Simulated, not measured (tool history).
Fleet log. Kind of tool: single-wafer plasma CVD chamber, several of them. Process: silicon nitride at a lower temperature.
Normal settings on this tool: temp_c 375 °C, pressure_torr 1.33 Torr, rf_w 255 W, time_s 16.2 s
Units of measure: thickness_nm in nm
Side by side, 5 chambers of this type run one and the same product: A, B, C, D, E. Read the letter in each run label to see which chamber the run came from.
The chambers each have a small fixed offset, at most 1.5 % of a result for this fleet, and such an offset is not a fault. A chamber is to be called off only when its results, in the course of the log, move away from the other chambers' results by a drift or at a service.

run	day	temp_c	pressure_torr	rf_w	time_s	read-back reference wafer on the same gauge, thickness_nm	thickness_nm
1C	0.329	375	1.33	255	16.2	17.798	16.186
2A	0.488	375	1.33	255	16.2	17.798	15.941
3E	0.646	375	1.33	255	16.2	17.801	15.919
4D	0.942	375	1.33	255	16.2	17.785	15.972
5B	1.238	375	1.33	255	16.2	17.806	15.976
6D	1.533	375	1.33	255	16.2	17.8	15.944
7C	1.758	375	1.33	255	16.2	17.813	16.227
8B	1.979	375	1.33	255	16.2	17.793	15.907
9A	2.167	375	1.33	255	16.2	17.796	15.785
10E	2.321	375	1.33	255	16.2	17.804	15.818
# day 2.538: chamber E: RF generator calibrated
11C	2.554	375	1.33	255	16.2	17.818	16.182
# day 2.821: chamber B: thermocouple changed; heater temperature recalibrated
12B	2.85	375	1.56	255	16.2	17.803	16.741
13A	3.104	375	1.56	255	16.2	17.799	16.609
14E	3.412	375	1.56	255	16.2	17.786	16.66
15D	3.638	375	1.56	255	16.2	17.786	16.722
16A	3.9	375	1.56	255	16.2	17.793	16.534
17B	4.233	375	1.33	255	16.2	17.807	16.103
18D	4.454	375	1.33	255	16.2	17.808	15.955
19E	4.712	375	1.33	255	16.2	17.791	15.908
20C	4.929	375	1.33	255	16.2	17.799	16.17
21B	5.117	375	1.33	255	16.2	17.787	15.988
22A	5.275	375	1.33	255	16.2	17.807	15.814
23E	5.592	375	1.33	255	16.2	17.808	15.87
24C	5.9	375	1.33	255	16.2	17.794	16.175
25D	6.138	375	1.33	255	16.2	17.795	15.888
26E	6.45	375	1.33	255	16.2	17.797	16.033
27A	6.612	375	1.33	255	16.2	17.807	15.772
28D	6.912	375	1.33	255	16.2	17.79	16.006
29C	7.071	375	1.33	255	16.2	17.803	16.202
30B	7.308	375	1.33	255	16.2	17.804	15.956
31C	7.617	375	1.33	255	16.2	17.798	16.177
# day 7.804: chamber E: thermocouple changed; heater temperature recalibrated
32A	7.838	375	1.33	255	16.2	17.785	15.724
33E	8.146	375	1.33	255	16.2	17.791	15.962
34D	8.338	375	1.33	255	16.2	17.799	15.858

Is one chamber off against the others, does the gauge drift, or is nothing wrong? If a chamber is off, say which, and what the likeliest cause is.

All chambers stay in line apart from their small fixed offsets, and the gauge does not drift.
